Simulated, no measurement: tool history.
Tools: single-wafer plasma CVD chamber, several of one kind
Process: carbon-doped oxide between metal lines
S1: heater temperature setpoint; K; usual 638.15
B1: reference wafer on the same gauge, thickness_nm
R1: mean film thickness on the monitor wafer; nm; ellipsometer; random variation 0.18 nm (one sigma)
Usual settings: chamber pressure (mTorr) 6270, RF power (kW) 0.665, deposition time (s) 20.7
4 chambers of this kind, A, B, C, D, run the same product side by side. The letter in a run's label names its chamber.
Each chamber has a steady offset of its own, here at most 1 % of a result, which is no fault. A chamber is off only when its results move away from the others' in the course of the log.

run 1C day=0.183 | S1=638.15 chamber_pressure_(mTorr)=6270 RF_power_(kW)=0.665 deposition_time_(s)=20.7 | B1=110.99 | R1=125.46
run 2A day=0.279 | S1=638.15 chamber_pressure_(mTorr)=6270 RF_power_(kW)=0.665 deposition_time_(s)=20.7 | B1=110.95 | R1=124.60
run 3D day=0.458 | S1=638.15 chamber_pressure_(mTorr)=6270 RF_power_(kW)=0.665 deposition_time_(s)=20.7 | B1=110.95 | R1=124.69
run 4B day=0.588 | S1=638.15 chamber_pressure_(mTorr)=6270 RF_power_(kW)=0.665 deposition_time_(s)=20.7 | B1=110.92 | R1=124.26
-- day=0.692 chamber C: thermocouple changed; heater temperature recalibrated
run 5D day=0.779 | S1=638.15 chamber_pressure_(mTorr)=6270 RF_power_(kW)=0.665 deposition_time_(s)=20.7 | B1=110.85 | R1=124.82
run 6B day=0.908 | S1=638.15 chamber_pressure_(mTorr)=6270 RF_power_(kW)=0.665 deposition_time_(s)=20.7 | B1=110.93 | R1=124.68
run 7C day=1.067 | S1=638.15 chamber_pressure_(mTorr)=6270 RF_power_(kW)=0.665 deposition_time_(s)=20.7 | B1=110.85 | R1=125.42
run 8A day=1.162 | S1=638.15 chamber_pressure_(mTorr)=6270 RF_power_(kW)=0.665 deposition_time_(s)=20.7 | B1=110.89 | R1=124.77
run 9A day=1.367 | S1=638.15 chamber_pressure_(mTorr)=6270 RF_power_(kW)=0.665 deposition_time_(s)=20.7 | B1=110.85 | R1=124.48
run 10C day=1.546 | S1=638.15 chamber_pressure_(mTorr)=6270 RF_power_(kW)=0.665 deposition_time_(s)=20.7 | B1=110.88 | R1=125.45
run 11D day=1.725 | S1=638.15 chamber_pressure_(mTorr)=6270 RF_power_(kW)=0.665 deposition_time_(s)=20.7 | B1=110.79 | R1=124.67
run 12B day=1.858 | S1=638.15 chamber_pressure_(mTorr)=6270 RF_power_(kW)=0.665 deposition_time_(s)=20.7 | B1=110.81 | R1=124.26
run 13D day=2.067 | S1=638.15 chamber_pressure_(mTorr)=6270 RF_power_(kW)=0.665 deposition_time_(s)=20.7 | B1=110.76 | R1=124.71
run 14B day=2.200 | S1=638.15 chamber_pressure_(mTorr)=6270 RF_power_(kW)=0.665 deposition_time_(s)=20.7 | B1=110.77 | R1=124.04
run 15A day=2.350 | S1=638.15 chamber_pressure_(mTorr)=6270 RF_power_(kW)=0.665 deposition_time_(s)=20.7 | B1=110.73 | R1=124.30
run 16C day=2.538 | S1=638.15 chamber_pressure_(mTorr)=6270 RF_power_(kW)=0.665 deposition_time_(s)=20.7 | B1=110.74 | R1=125.01
run 17A day=2.729 | S1=638.15 chamber_pressure_(mTorr)=6270 RF_power_(kW)=0.665 deposition_time_(s)=20.7 | B1=110.65 | R1=124.54
run 18D day=2.862 | S1=638.15 chamber_pressure_(mTorr)=6270 RF_power_(kW)=0.665 deposition_time_(s)=20.7 | B1=110.67 | R1=124.29
run 19B day=3.067 | S1=638.15 chamber_pressure_(mTorr)=6270 RF_power_(kW)=0.665 deposition_time_(s)=20.7 | B1=110.68 | R1=123.96
run 20C day=3.200 | S1=638.15 chamber_pressure_(mTorr)=6270 RF_power_(kW)=0.665 deposition_time_(s)=20.7 | B1=110.64 | R1=125.22
run 21A day=3.379 | S1=638.15 chamber_pressure_(mTorr)=7540 RF_power_(kW)=0.665 deposition_time_(s)=20.7 | B1=110.61 | R1=126.05
run 22B day=3.542 | S1=638.15 chamber_pressure_(mTorr)=7540 RF_power_(kW)=0.665 deposition_time_(s)=20.7 | B1=110.58 | R1=125.62
run 23D day=3.733 | S1=638.15 chamber_pressure_(mTorr)=7540 RF_power_(kW)=0.665 deposition_time_(s)=20.7 | B1=110.55 | R1=126.35
run 24C day=3.888 | S1=638.15 chamber_pressure_(mTorr)=7540 RF_power_(kW)=0.665 deposition_time_(s)=20.7 | B1=110.56 | R1=126.66
run 25B day=4.017 | S1=638.15 chamber_pressure_(mTorr)=6270 RF_power_(kW)=0.665 deposition_time_(s)=20.7 | B1=110.56 | R1=124.22
run 26C day=4.142 | S1=638.15 chamber_pressure_(mTorr)=6270 RF_power_(kW)=0.665 deposition_time_(s)=20.7 | B1=110.51 | R1=124.50
run 27D day=4.312 | S1=638.15 chamber_pressure_(mTorr)=6270 RF_power_(kW)=0.665 deposition_time_(s)=20.7 | B1=110.56 | R1=124.26
run 28A day=4.471 | S1=638.15 chamber_pressure_(mTorr)=6270 RF_power_(kW)=0.665 deposition_time_(s)=20.7 | B1=110.49 | R1=124.21
run 29D day=4.596 | S1=638.15 chamber_pressure_(mTorr)=6270 RF_power_(kW)=0.665 deposition_time_(s)=20.7 | B1=110.50 | R1=124.48
run 30A day=4.733 | S1=638.15 chamber_pressure_(mTorr)=6270 RF_power_(kW)=0.665 deposition_time_(s)=20.7 | B1=110.43 | R1=124.35
run 31B day=4.921 | S1=638.15 chamber_pressure_(mTorr)=6270 RF_power_(kW)=0.665 deposition_time_(s)=20.7 | B1=110.41 | R1=123.91
run 32C day=5.071 | S1=638.15 chamber_pressure_(mTorr)=6270 RF_power_(kW)=0.665 deposition_time_(s)=20.7 | B1=110.41 | R1=124.78
-- day=5.108 chamber D: capacitance manometer re-zeroed and calibrated
run 33A day=5.183 | S1=638.15 chamber_pressure_(mTorr)=6270 RF_power_(kW)=0.665 deposition_time_(s)=20.7 | B1=110.39 | R1=124.03
run 34C day=5.329 | S1=638.15 chamber_pressure_(mTorr)=6270 RF_power_(kW)=0.665 deposition_time_(s)=20.7 | B1=110.41 | R1=124.41
run 35D day=5.462 | S1=638.15 chamber_pressure_(mTorr)=6270 RF_power_(kW)=0.665 deposition_time_(s)=20.7 | B1=110.33 | R1=124.40

All 4 chambers run these settings next. Forecast each chamber's results:
run 36A day=5.621 | S1=623.15 chamber_pressure_(mTorr)=6270 RF_power_(kW)=0.665 deposition_time_(s)=20.7 | R1=?
run 36B day=5.621 | S1=623.15 chamber_pressure_(mTorr)=6270 RF_power_(kW)=0.665 deposition_time_(s)=20.7 | R1=?
run 36C day=5.621 | S1=623.15 chamber_pressure_(mTorr)=6270 RF_power_(kW)=0.665 deposition_time_(s)=20.7 | R1=?
run 36D day=5.621 | S1=623.15 chamber_pressure_(mTorr)=6270 RF_power_(kW)=0.665 deposition_time_(s)=20.7 | R1=?

run=36A R1=129.08
run=36B R1=128.29
run=36C R1=129.27
run=36D R1=129.20

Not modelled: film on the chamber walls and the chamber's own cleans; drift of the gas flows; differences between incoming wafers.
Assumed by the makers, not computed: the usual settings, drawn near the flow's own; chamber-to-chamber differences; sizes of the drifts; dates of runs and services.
